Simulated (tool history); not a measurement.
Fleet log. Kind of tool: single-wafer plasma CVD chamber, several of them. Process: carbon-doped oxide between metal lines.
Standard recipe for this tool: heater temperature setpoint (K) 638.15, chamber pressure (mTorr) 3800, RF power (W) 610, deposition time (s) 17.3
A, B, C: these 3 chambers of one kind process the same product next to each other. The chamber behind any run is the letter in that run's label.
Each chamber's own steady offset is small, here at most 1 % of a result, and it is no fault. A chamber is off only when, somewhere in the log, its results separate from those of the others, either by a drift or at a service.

run  hour  heater temperature setpoint (K)  chamber pressure (mTorr)  RF power (W)  deposition time (s)  read-back reference wafer on the same gauge, thickness_nm  mean film thickness on the monitor wafer (nm)
 1C     3                           638.15                      3800           610                 17.3                                                     75.181                                         91.995
 2A     7                           638.15                      3800           610                 17.3                                                     75.181                                         93.118
 3B  11.5                           638.15                      3800           610                 17.3                                                     75.189                                         92.548
 4B  14.4                           638.15                      3800           610                 17.3                                                     75.177                                         93.042
 5C  17.5                           638.15                      3800           610                 17.3                                                     75.115                                         92.477
 6A  22.6                           638.15                      3800           610                 17.3                                                     75.108                                         94.624
 7C  27.9                           638.15                      3800           610                 17.3                                                     75.145                                         92.376
 8B  32.1                           638.15                      3800           610                 17.3                                                     75.111                                         93.213
 9A  34.8                           638.15                      3800           610                 17.3                                                     75.309                                         93.175
10C  40.4                           638.15                      3800           610                 17.3                                                     75.179                                         92.421
11B  44.4                           638.15                      3800           610                 17.3                                                     75.204                                         92.926
12A  47.3                           638.15                      2940           610                 17.3                                                     75.269                                         91.088
13B  50.4                           638.15                      2940           610                 17.3                                                     75.211                                         89.821
14A  54.2                           638.15                      2940           610                 17.3                                                     75.224                                         90.593
15C  58.7                           638.15                      3800           610                 17.3                                                     75.268                                         91.711
16B  62.4                           638.15                      3800           610                 17.3                                                     75.168                                         93.148
17C  67.8                           638.15                      3800           610                 17.3                                                     75.228                                         91.009
18A  71.2                           638.15                      3800           610                 17.3                                                     75.185                                         93.079
19A  74.9                           638.15                      3800           610                 17.3                                                     75.293                                         93.204
20B  78.2                           628.15                      3800           705                 17.3                                                     75.153                                         104.17
21C  82.1                           628.15                      3800           705                 17.3                                                     75.038                                         101.12
22A  85.9                           628.15                      3800           705                 17.3                                                     75.093                                         104.17
23B  89.8                           638.15                      3800           610                 17.3                                                     75.282                                         93.353
24C    95                           638.15                      3800           610                 17.3                                                     75.188                                         88.051
25B  97.8                           638.15                      3800           610                 17.3                                                     75.178                                         92.411

What goes on in this fleet: one chamber off, a drifting gauge, or nothing beyond the chambers' own small offsets? Name the chamber and the cause, if any.

One chamber, C, drifts off from the rest bit by bit.
Most likely cause: delivered RF power below the setpoint (%) = 7.89.

Which of the 4 candidates below, each the usual settings with something changed and its results left as question marks, puts chamber C back in line with what the other chambers give on the usual settings?
Maximum distance from the other chambers' mean on the usual settings for a result to count as in line: mean film thickness on the monitor wafer (nm) 1.8
26C-1  101.9                           639.15                      3770           595                 16.6                                                                                                         ?
26C-2  101.9                           638.15                      3790           605                 17.1                                                                                                         ?
26C-3  101.9                           638.15                      3810           615                 17.5                                                                                                         ?
26C-4  101.9                           637.15                      3830           625                   18                                                                                                         ?

What the other chambers average on the usual settings: mean film thickness on the monitor wafer (nm) 93.242
  run  mean film thickness on the monitor wafer (nm)
26C-1                                         83.002
26C-2                                         86.622
26C-3                                         89.578
26C-4                                         93.304
Change 26C-4 lands the chamber within the allowed miss of the other chambers.

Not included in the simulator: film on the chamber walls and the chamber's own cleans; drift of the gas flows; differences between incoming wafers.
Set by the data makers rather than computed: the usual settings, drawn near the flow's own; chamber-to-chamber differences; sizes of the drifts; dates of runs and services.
